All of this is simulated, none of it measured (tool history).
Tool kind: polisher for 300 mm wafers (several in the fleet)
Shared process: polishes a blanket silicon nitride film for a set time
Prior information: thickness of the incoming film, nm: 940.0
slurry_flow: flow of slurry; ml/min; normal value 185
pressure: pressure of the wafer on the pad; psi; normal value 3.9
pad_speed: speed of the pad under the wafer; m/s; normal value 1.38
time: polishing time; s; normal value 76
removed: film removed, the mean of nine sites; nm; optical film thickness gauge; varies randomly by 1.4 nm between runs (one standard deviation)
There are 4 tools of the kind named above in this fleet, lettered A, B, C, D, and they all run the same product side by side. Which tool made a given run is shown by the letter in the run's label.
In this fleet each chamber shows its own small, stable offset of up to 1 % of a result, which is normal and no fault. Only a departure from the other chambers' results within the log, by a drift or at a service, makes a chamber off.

run   hour  slurry_flow  pressure  pad_speed  time  wafers polished on this pad  hours since the slurry nozzle was cleaned  hours since the head pressure was calibrated  removed
       0.1  -- chamber C: worn pad replaced by a new one
       1.6  -- chamber B: head pressure recalibrated
       4.4  -- chamber D: slurry nozzle cleaned
       5.6  -- chamber D: worn pad replaced by a new one
 1D    6.8          185       3.9       1.38    76                           11                                        2.4                                         690.4   154.63
 2C   15.7          185       3.9       1.38    76                          149                                        558                                        1057.8   154.75
        16  -- chamber B: worn pad replaced by a new one
 3A   24.1          185       3.9       1.38    76                          306                                      226.7                                         208.7   153.64
 4B   29.7          185       3.9       1.38    76                          130                                      222.2                                          28.2   154.79
 5B   37.5          185       3.9       1.68    76                          205                                        230                                            36   179.68
 6D   45.3          185       3.9       1.68    76                          378                                       40.9                                         728.9   179.85
 7A   51.5          185       3.9       1.68    76                          567                                      254.1                                         236.1   177.52
      53.1  -- chamber A: worn pad replaced by a new one
      56.9  -- chamber C: worn pad replaced by a new one
 8C   60.1          185       3.9       1.68    76                           30                                      602.4                                        1102.2   178.65
 9A   64.6          185       3.9       1.38    76                          109                                      267.2                                         249.2    153.2
      66.9  -- chamber D: worn pad replaced by a new one
10D   69.3          185       3.9       1.38    76                           23                                       64.9                                         752.9   154.07
      75.1  -- chamber B: worn pad replaced by a new one
11C   78.2          185       5.1       1.38    97                          203                                      620.5                                        1120.3   257.79
12B   85.1          185       5.1       1.38    97                           95                                      277.6                                          83.6   256.58
13D   91.9          185       5.1       1.38    97                          238                                       87.5                                         775.5    257.5
      94.8  -- chamber D: head pressure recalibrated
14A   96.1          185       5.1       1.38    97                          409                                      298.7                                         280.7   258.64
15B  101.6          185       3.9       1.38    76                          252                                      294.1                                         100.1   154.83
     105.7  -- chamber C: worn pad replaced by a new one
16C  110.6          185       3.9       1.38    76                           47                                      652.9                                        1152.7   151.43
     111.4  -- chamber B: slurry nozzle cleaned
17A  117.9          185       3.9       1.38    76                          617                                      320.5                                         302.5   155.56
     123.1  -- chamber D: worn pad replaced by a new one
     123.9  -- chamber A: worn pad replaced by a new one
18D  126.2          145       3.9       1.54    76                           29                                      121.8                                          31.5    159.2
     132.6  -- chamber B: worn pad replaced by a new one
19C  133.3          145       3.9       1.54    76                          263                                      675.6                                        1175.4      162
20B  139.2          145       3.9       1.54    76                           63                                       27.9                                         137.7   164.41
21D  146.8          145       3.9       1.54    76                          225                                      142.4                                          52.1   163.04
22B  154.3          185       3.9       1.38    76                          207                                         43                                         152.8   152.33
     158.3  -- chamber C: worn pad replaced by a new one
23A  161.6          185       3.9       1.38    76                          359                                      364.2                                         346.2   152.35
24C  166.1          185       3.9       1.38    76                           74                                      708.4                                        1208.2   154.21
25D  172.7          185       3.9       1.38    76                          472                                      168.3                                            78    155.6
       175  -- chamber D: worn pad replaced by a new one
     181.5  -- chamber C: head pressure recalibrated
26B  182.1          185       3.9       1.38    76                          472                                       70.8                                         180.6   151.77
27C  186.5          185       3.9       1.38    76                          268                                      728.8                                             5   138.76
       191  -- chamber A: worn pad replaced by a new one
28A  191.1          185       3.9        1.8    76                            1                                      393.7                                         375.7   190.01
     198.1  -- chamber B: worn pad replaced by a new one
29A    199          185       3.9        1.8    76                           76                                      401.6                                         383.6   192.43
     204.2  -- chamber C: slurry nozzle cleaned
30C  204.5          185       3.9        1.8    76                          440                                        0.4                                            23   171.22
31B    210          185       3.9        1.8    76                          113                                       98.7                                         208.5   190.81
32D  215.1          185       3.9       1.38    76                          382                                      210.7                                         120.4   151.96
     218.5  -- chamber C: worn pad replaced by a new one
33B  223.2          185       3.9       1.38    76                          239                                      111.9                                         221.7   156.31
34C  229.1          185       3.9       1.38    76                          101                                         25                                          47.6   138.35
       236  -- chamber D: worn pad replaced by a new one
     236.2  -- chamber D: slurry nozzle cleaned
35A  237.2          185       3.9       1.38    76                          440                                      439.8                                         421.8   152.89
     241.3  -- chamber A: head pressure recalibrated
36D  245.9          185       3.9       1.38    76                           94                                        9.7                                         151.2   157.09
     249.7  -- chamber A: worn pad replaced by a new one
37A  251.9          185       3.9       1.38    76                           21                                      454.5                                          10.6   154.31
       260  -- chamber B: worn pad replaced by a new one
38C  261.6          185       3.9       1.38    76                          411                                       57.5                                          80.1   139.11
39B  268.9          185       3.9       1.38    76                           85                                      157.6                                         267.4   155.39
     272.5  -- chamber C: worn pad replaced by a new one
40D  275.8          185       3.9       1.38    76                          379                                       39.6                                         181.1   156.59
41C  280.7          185       3.9       1.38    76                           78                                       76.6                                          99.2   136.61

Does one chamber stand apart from the rest, does the shared gauge drift, or is all well apart from small per-chamber offsets? Give the chamber and the most likely cause, where there is one.

A service left chamber C off against the others.
Most likely cause: head's pressure below its setpoint, % = 9.84.

Which of the 4 candidates below, each the usual settings with something changed and its results left as question marks, puts chamber C back in line with what the other chambers give on the usual settings?
Allowed miss from the other chambers' usual-settings mean, per result, to count as in line: removed 4.9 nm
42C-1  287.5          185       3.5       1.38    76                                                                                                                              ?
42C-2  287.5          185       3.9       1.38    80                                                                                                                              ?
42C-3  287.5          185       4.1       1.42    79                                                                                                                              ?
42C-4  287.5          185       3.7       1.38    76                                                                                                                              ?

Other chambers, usual settings, mean: removed 154.19 nm
  run  removed
42C-1    123.6
42C-2   144.82
42C-3   153.79
42C-4   130.59
42C-3 is the one that brings the chamber's results back in line with the other chambers.
